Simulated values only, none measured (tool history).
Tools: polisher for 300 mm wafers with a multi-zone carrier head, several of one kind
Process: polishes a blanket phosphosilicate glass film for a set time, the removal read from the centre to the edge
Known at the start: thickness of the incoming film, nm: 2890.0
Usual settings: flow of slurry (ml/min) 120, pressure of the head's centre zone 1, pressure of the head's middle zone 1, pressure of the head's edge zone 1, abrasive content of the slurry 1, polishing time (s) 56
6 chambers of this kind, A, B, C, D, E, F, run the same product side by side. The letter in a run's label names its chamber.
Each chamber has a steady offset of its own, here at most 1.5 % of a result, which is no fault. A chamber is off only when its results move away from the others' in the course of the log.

run	hour	flow of slurry (ml/min)	pressure of the head's centre zone	pressure of the head's middle zone	pressure of the head's edge zone	abrasive content of the slurry	polishing time (s)	film removed at the wafer's centre (angstrom)	film removed at mid-radius (angstrom)	film removed at the wafer's edge (angstrom)
1F	14	120	1	1	1	1	56	5364.6	5454.2	5286.8
# hour 17.4: chamber B: edge zone pressure recalibrated
# hour 20.3: chamber D: worn pad replaced by a new one
2D	24.2	120	1	1	1	1	56	5392.2	5338.4	5430.1
# hour 25.5: chamber C: worn pad replaced by a new one
# hour 26: chamber A: worn pad replaced by a new one
# hour 27.6: chamber E: slurry nozzle cleaned
# hour 27.8: chamber E: edge zone pressure recalibrated
# hour 34.3: chamber B: centre zone pressure recalibrated
# hour 34.8: chamber B: worn pad replaced by a new one
3A	40.4	120	1	1	1	1	56	5306.4	5431.5	5305.3
# hour 44.9: chamber E: worn pad replaced by a new one
4C	56.8	120	1	1	1	1	56	5390.5	5369.2	5331.1
# hour 67.1: chamber F: worn pad replaced by a new one
5B	73.2	120	1	1	1.05	1	56	5298	5370.8	5450.3
6E	80.8	120	1	1	1.05	1	56	5411.8	5370.2	5480.3
7F	90.3	120	1	1	1.05	1	56	5316.2	5337.2	5545.3
# hour 101.4: chamber C: edge zone pressure recalibrated
8D	102.9	120	1	1	1.05	1	56	5345.8	5265.9	5526.2
# hour 103.8: chamber D: worn pad replaced by a new one
9A	112.2	120	1	1	1.05	1	56	5298.1	5326.9	5441.5
10B	127.4	120	1	1	1.05	1	56	5328.7	5230.4	5488.4
11C	137.8	120	1	1	1	1	56	5384	5325.2	5306.1
12E	148.8	120	1	1	1	1	56	5355	5314.7	5239.8
13A	161.2	120	1	1	1	1	56	5283.7	5353.6	5400.4
# hour 164.7: chamber A: worn pad replaced by a new one
# hour 166.2: chamber F: worn pad replaced by a new one
# hour 170.1: chamber D: centre zone pressure recalibrated
14C	172.1	120	1	1.08	1	1	42	4048.1	4278.2	4013.9
# hour 174.2: chamber D: slurry nozzle cleaned
# hour 177.6: chamber C: worn pad replaced by a new one
# hour 181.8: chamber B: worn pad replaced by a new one
15B	183.8	120	1	1.08	1	1	42	4003	4331	3975.1
# hour 188.4: chamber D: worn pad replaced by a new one
16D	193	120	1	1.08	1	1	42	4044.3	4260.7	4063.1
17F	203.6	120	1	1.08	1	1	42	4052.7	4358.7	3967.6
# hour 206.8: chamber E: worn pad replaced by a new one
18E	219.1	120	1	1.08	1	1	42	4066	4353.4	3972.2
# hour 229.1: chamber B: slurry nozzle cleaned
19D	234.2	120	1	1.08	1	1	42	4024.4	4190.3	4024.4
# hour 234.3: chamber C: slurry nozzle cleaned
20F	241.5	120	1	1	1	1	56	5367.4	5430.9	5284.1
# hour 245.8: chamber F: slurry nozzle cleaned
21C	256.2	120	1	1	1	1	56	5335.5	5321.7	5411.3
# hour 257.4: chamber D: edge zone pressure recalibrated
# hour 258: chamber F: edge zone pressure recalibrated
# hour 262.1: chamber A: slurry nozzle cleaned
22A	268.9	120	1	1	1	1	56	5372.7	5304.5	5318.4
# hour 275.3: chamber F: worn pad replaced by a new one
23B	283.2	120	1	1	1	1.2	56	5735.1	5809.9	5832.4
# hour 287.1: chamber D: worn pad replaced by a new one
24E	297.4	120	1	1	1	1.2	56	5722.1	5753.7	5765.4
# hour 304.9: chamber A: worn pad replaced by a new one
25E	307.2	120	1	1	1	1.2	56	5756.3	5841.2	5767.9
26A	319.5	120	1	1	1	1.2	56	5714.9	5712.2	5879.9
# hour 323.7: chamber C: worn pad replaced by a new one
27F	334.5	120	1	1	1	1.2	56	5804.2	5778.6	5818.2
# hour 334.7: chamber B: worn pad replaced by a new one
# hour 343.4: chamber A: centre zone pressure recalibrated
# hour 344.3: chamber E: worn pad replaced by a new one
28D	350.2	120	1	1	1	1.2	56	5886.9	5643.7	5897.1
29C	361.6	120	1	1	1	1	56	5452.9	5409.2	5314.3
30B	370.2	120	1	1	1	1	56	5344.7	5333.7	5281.4
# hour 381.7: chamber D: worn pad replaced by a new one
31D	384.2	95	1	1	0.96	1	56	4968.2	4973.1	5150.9
# hour 396: chamber F: worn pad replaced by a new one
32B	397.1	95	1	1	0.96	1	56	4943.7	5046.9	4952.3
33C	404.3	95	1	1	0.96	1	56	4993.7	5094.1	4965.4
34E	418.1	95	1	1	0.96	1	56	4987.5	4970.3	4978.8
35A	432.5	95	1	1	0.96	1	56	5026	5029.1	5048.7
36F	445.8	95	1	1	0.96	1	56	4971.6	5037.2	5045.5
37D	462	120	1	1	1	1	56	5371.1	5296.5	5437.3
38C	474.4	120	1	1	1	1	56	5415	5337.4	5333
39F	485.8	120	1	1	1	1	56	5372.4	5246.1	5252.4

What goes on in this fleet: one chamber off, a drifting gauge, or nothing beyond the chambers' own small offsets? Name the chamber and the cause, if any.

No chamber stands off beyond its own small offset, and the gauge holds steady.
